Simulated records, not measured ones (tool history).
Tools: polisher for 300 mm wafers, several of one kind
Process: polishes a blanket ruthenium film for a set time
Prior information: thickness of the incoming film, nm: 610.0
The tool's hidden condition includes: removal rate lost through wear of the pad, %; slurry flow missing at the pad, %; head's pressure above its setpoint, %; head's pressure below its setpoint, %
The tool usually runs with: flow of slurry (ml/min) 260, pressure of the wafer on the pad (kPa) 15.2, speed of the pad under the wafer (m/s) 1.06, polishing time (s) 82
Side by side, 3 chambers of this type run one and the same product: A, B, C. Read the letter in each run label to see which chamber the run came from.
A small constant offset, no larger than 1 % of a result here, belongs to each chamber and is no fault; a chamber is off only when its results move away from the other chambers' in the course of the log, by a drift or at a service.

| run | hour | flow of slurry (ml/min) | pressure of the wafer on the pad (kPa) | speed of the pad under the wafer (m/s) | polishing time (s) | wafers polished on this pad | hours since the slurry nozzle was cleaned | hours since the head pressure was calibrated | film removed (nm) |
|---|---|---|---|---|---|---|---|---|---|
| 1C | 8.5 | 260 | 15.2 | 1.06 | 82 | 344 | 333.1 | 453.3 | 123.98 |
|  | 12 | chamber B: head pressure recalibrated |
| 2A | 19.4 | 260 | 15.2 | 1.06 | 82 | 497 | 155.7 | 411.1 | 126.33 |
| 3B | 30.2 | 260 | 15.2 | 1.06 | 82 | 330 | 631 | 18.2 | 125.13 |
| 4C | 39.5 | 260 | 15.2 | 1.06 | 82 | 534 | 364.1 | 484.3 | 123.97 |
| 5B | 49.6 | 260 | 15.2 | 1.06 | 82 | 449 | 650.4 | 37.6 | 126.5 |
|  | 52.2 | chamber A: worn pad replaced by a new one |
| 6A | 61 | 260 | 15.2 | 1.06 | 82 | 54 | 197.3 | 452.7 | 126.53 |
| 7B | 72.6 | 260 | 15.2 | 1.06 | 82 | 590 | 673.4 | 60.6 | 126.4 |
| 8C | 83.6 | 260 | 15.2 | 1.06 | 82 | 805 | 408.2 | 528.4 | 127.7 |
| 9A | 94 | 260 | 15.2 | 1.06 | 82 | 256 | 230.3 | 485.7 | 123 |
| 10A | 102.5 | 330 | 15.2 | 1.06 | 82 | 308 | 238.8 | 494.2 | 128.04 |
| 11C | 110.1 | 330 | 15.2 | 1.06 | 82 | 967 | 434.7 | 554.9 | 127.42 |
|  | 112.2 | chamber C: worn pad replaced by a new one |
| 12B | 116.5 | 330 | 15.2 | 1.06 | 82 | 860 | 717.3 | 104.5 | 128.04 |
| 13A | 124.6 | 260 | 15.2 | 1.06 | 82 | 444 | 260.9 | 516.3 | 126.19 |
| 14B | 133.9 | 260 | 15.2 | 1.06 | 82 | 966 | 734.7 | 121.9 | 124.76 |
|  | 137.4 | chamber A: slurry nozzle cleaned |
| 15C | 147.7 | 260 | 15.2 | 1.06 | 82 | 218 | 472.3 | 592.5 | 125.68 |
| 16C | 155.5 | 260 | 15.2 | 1.06 | 82 | 266 | 480.1 | 600.3 | 123.11 |
|  | 163 | chamber A: worn pad replaced by a new one |
| 17B | 169.1 | 260 | 15.2 | 1.06 | 82 | 1182 | 769.9 | 157.1 | 124.28 |
| 18A | 182.7 | 260 | 15.2 | 1.06 | 82 | 120 | 45.3 | 574.4 | 127.32 |
|  | 186.2 | chamber B: slurry nozzle cleaned |
| 19B | 191 | 260 | 15.2 | 1.06 | 82 | 1317 | 4.9 | 179 | 125.39 |
|  | 193.4 | chamber C: head pressure recalibrated |
|  | 195.4 | chamber B: worn pad replaced by a new one |
| 20A | 200.7 | 260 | 15.2 | 1.06 | 82 | 231 | 63.3 | 592.4 | 125.57 |
| 21C | 213.4 | 260 | 15.2 | 1.06 | 82 | 621 | 538 | 20 | 124.75 |
|  | 217.1 | chamber A: head pressure recalibrated |
| 22C | 224.7 | 260 | 15.2 | 1.06 | 82 | 690 | 549.3 | 31.3 | 126.57 |
| 23B | 236.2 | 260 | 15.2 | 1.06 | 82 | 250 | 50.1 | 224.2 | 127.37 |
| 24A | 247.1 | 260 | 15.2 | 1.06 | 82 | 516 | 109.7 | 30.1 | 137.07 |
| 25B | 256.1 | 260 | 15.2 | 1.06 | 82 | 372 | 70 | 244.1 | 124.97 |
| 26C | 265.9 | 260 | 17.2 | 1.06 | 58 | 943 | 590.5 | 72.5 | 100.75 |
|  | 266.9 | chamber C: worn pad replaced by a new one |
|  | 272.1 | chamber A: worn pad replaced by a new one |
| 27A | 272.3 | 260 | 17.2 | 1.06 | 58 | 1 | 134.9 | 55.3 | 110.53 |
| 28B | 286.3 | 260 | 17.2 | 1.06 | 58 | 558 | 100.2 | 274.3 | 100.29 |
| 29C | 297.1 | 260 | 10.3 | 1.06 | 82 | 185 | 621.7 | 103.7 | 87.183 |
| 30A | 303.9 | 260 | 10.3 | 1.06 | 82 | 195 | 166.5 | 86.9 | 91.364 |
| 31A | 313.4 | 260 | 10.3 | 1.06 | 82 | 253 | 176 | 96.4 | 92.886 |
| 32B | 320.5 | 260 | 15.2 | 1.06 | 82 | 768 | 134.4 | 308.5 | 126.29 |
| 33C | 328.7 | 260 | 15.2 | 1.06 | 82 | 379 | 653.3 | 135.3 | 124.15 |
|  | 334.1 | chamber B: head pressure recalibrated |
| 34B | 340.9 | 260 | 15.2 | 1.06 | 82 | 893 | 154.8 | 6.8 | 127.78 |
| 35A | 353.8 | 260 | 15.2 | 1.06 | 82 | 501 | 216.4 | 136.8 | 134.33 |
|  | 354.5 | chamber C: slurry nozzle cleaned |
| 36C | 364.4 | 260 | 15.2 | 1.06 | 82 | 598 | 10 | 171 | 127.69 |
|  | 372.6 | chamber A: worn pad replaced by a new one |
| 37B | 377.9 | 335 | 15.2 | 1.06 | 98 | 1120 | 191.8 | 43.8 | 154.1 |
| 38C | 385.1 | 335 | 15.2 | 1.06 | 98 | 725 | 30.7 | 191.7 | 150.07 |
| 39A | 395.1 | 335 | 15.2 | 1.06 | 98 | 138 | 257.7 | 178.1 | 165.69 |

Predict what each chamber gives when all 3 of them run the settings below next.
| 40A | 405.3 | 260 | 15.2 | 1.06 | 82 |  |  |  | ? |
| 40B | 405.3 | 260 | 15.2 | 1.06 | 82 |  |  |  | ? |
| 40C | 405.3 | 260 | 15.2 | 1.06 | 82 |  |  |  | ? |

| run | film removed (nm) |
|---|---|
| 40A | 135.73 |
| 40B | 124.96 |
| 40C | 125.09 |
